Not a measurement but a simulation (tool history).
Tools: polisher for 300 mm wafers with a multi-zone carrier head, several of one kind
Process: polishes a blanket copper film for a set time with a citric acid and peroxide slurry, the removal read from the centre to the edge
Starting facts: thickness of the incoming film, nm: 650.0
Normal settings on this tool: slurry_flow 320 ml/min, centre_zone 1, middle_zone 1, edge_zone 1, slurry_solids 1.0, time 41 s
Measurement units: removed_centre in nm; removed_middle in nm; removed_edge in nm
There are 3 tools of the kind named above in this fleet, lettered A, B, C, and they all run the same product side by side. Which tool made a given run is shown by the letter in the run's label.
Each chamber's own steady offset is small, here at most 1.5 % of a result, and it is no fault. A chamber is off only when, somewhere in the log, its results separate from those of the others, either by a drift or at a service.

run	hour	slurry_flow	centre_zone	middle_zone	edge_zone	slurry_solids	time	removed_centre	removed_middle	removed_edge
1B	8.0	320	1	1	1	1.0	41	52.792	52.919	52.716
2C	15.1	320	1	1	1	1.0	41	53.670	52.940	51.544
3A	24.5	320	1	1	1	1.0	41	52.749	52.964	52.103
# hour 30.9: chamber C: worn pad replaced by a new one
4A	31.3	320	1	1	1	1.0	41	53.543	52.932	52.412
5C	39.1	320	1	1	1	1.0	41	52.655	53.565	51.683
# hour 40.8: chamber A: worn pad replaced by a new one
6B	45.3	320	1	1	1	1.0	41	51.473	52.087	52.803
7A	50.8	320	1	1	1	0.7	41	49.294	49.168	48.969
8C	58.8	320	1	1	1	0.7	41	49.334	48.915	48.933
9B	66.4	320	1	1	1	0.7	41	48.391	48.734	48.886
10B	72.9	320	1	1	1	1.0	41	52.225	52.409	53.137
# hour 73.2: chamber C: worn pad replaced by a new one
11A	81.0	320	1	1	1	1.0	41	54.061	52.583	52.551
12C	90.2	320	1	1	1	1.0	41	52.248	52.431	50.612
13B	98.8	320	1	1	1	1.0	41	52.322	52.342	52.268
14C	108.6	320	1	1	1	1.0	41	51.100	51.665	51.045
15A	114.2	320	1	1	1	1.0	41	53.120	53.036	53.268
16B	121.4	320	1	1	1	1.0	41	52.245	52.174	51.509
# hour 122.3: chamber C: worn pad replaced by a new one
17C	129.3	320	1	1	1	1.0	41	51.988	51.139	50.384
# hour 133.0: chamber B: worn pad replaced by a new one
# hour 134.2: chamber A: worn pad replaced by a new one
18A	134.7	320	1	1	1	1.0	41	52.909	52.318	53.337
19B	139.3	320	1	1	1	1.0	41	52.038	51.836	53.622
20A	144.6	320	1	1	1	1.0	41	53.167	52.068	52.282
21C	153.2	320	1	1	1	1.0	41	50.518	51.512	48.840
# hour 161.8: chamber C: worn pad replaced by a new one
22A	162.3	320	1	1	1	1.0	41	53.107	53.273	52.949
23C	170.1	320	1	1	1	1.0	41	49.937	50.976	50.600
24B	180.2	320	1	1	1	1.0	41	52.180	52.383	51.920
25A	186.8	320	1	1	1	1.0	47	61.201	60.646	60.403

Is one chamber out of step, is the gauge drifting, or do the chambers differ by no more than their own small offsets? For an off chamber, give its letter and the likeliest cause.

It is chamber C that slowly wanders off from its peers.
Likeliest cause: slurry flow missing at the pad, % = 39.

Here are 4 candidates for chamber C's next run, each the usual settings with a change, their results left as question marks. Which one brings its results back in line with what the others give on the usual settings?
To be in line, a result may differ from the other chambers' mean on the usual settings by at most: removed_centre 1.800 nm; removed_middle 1.400 nm; removed_edge 2.400 nm
26C-1	194.2	315	0.99	1.02	0.98	1.0	37	?	?	?
26C-2	194.2	325	1.01	0.98	1.02	1.0	46	?	?	?
26C-3	194.2	320	1.00	0.99	1.01	1.0	43	?	?	?
26C-4	194.2	320	1.00	1.01	0.99	1.0	39	?	?	?

The mean the other chambers reach with the usual settings: removed_centre 52.655 nm; removed_middle 52.291 nm; removed_edge 52.862 nm
run	removed_centre	removed_middle	removed_edge
26C-1	44.235	45.962	44.205
26C-2	56.472	55.305	56.344
26C-3	52.096	52.071	52.301
26C-4	47.257	48.115	46.930
The answer is 26C-3, which returns the chamber to within the allowed miss of the others.

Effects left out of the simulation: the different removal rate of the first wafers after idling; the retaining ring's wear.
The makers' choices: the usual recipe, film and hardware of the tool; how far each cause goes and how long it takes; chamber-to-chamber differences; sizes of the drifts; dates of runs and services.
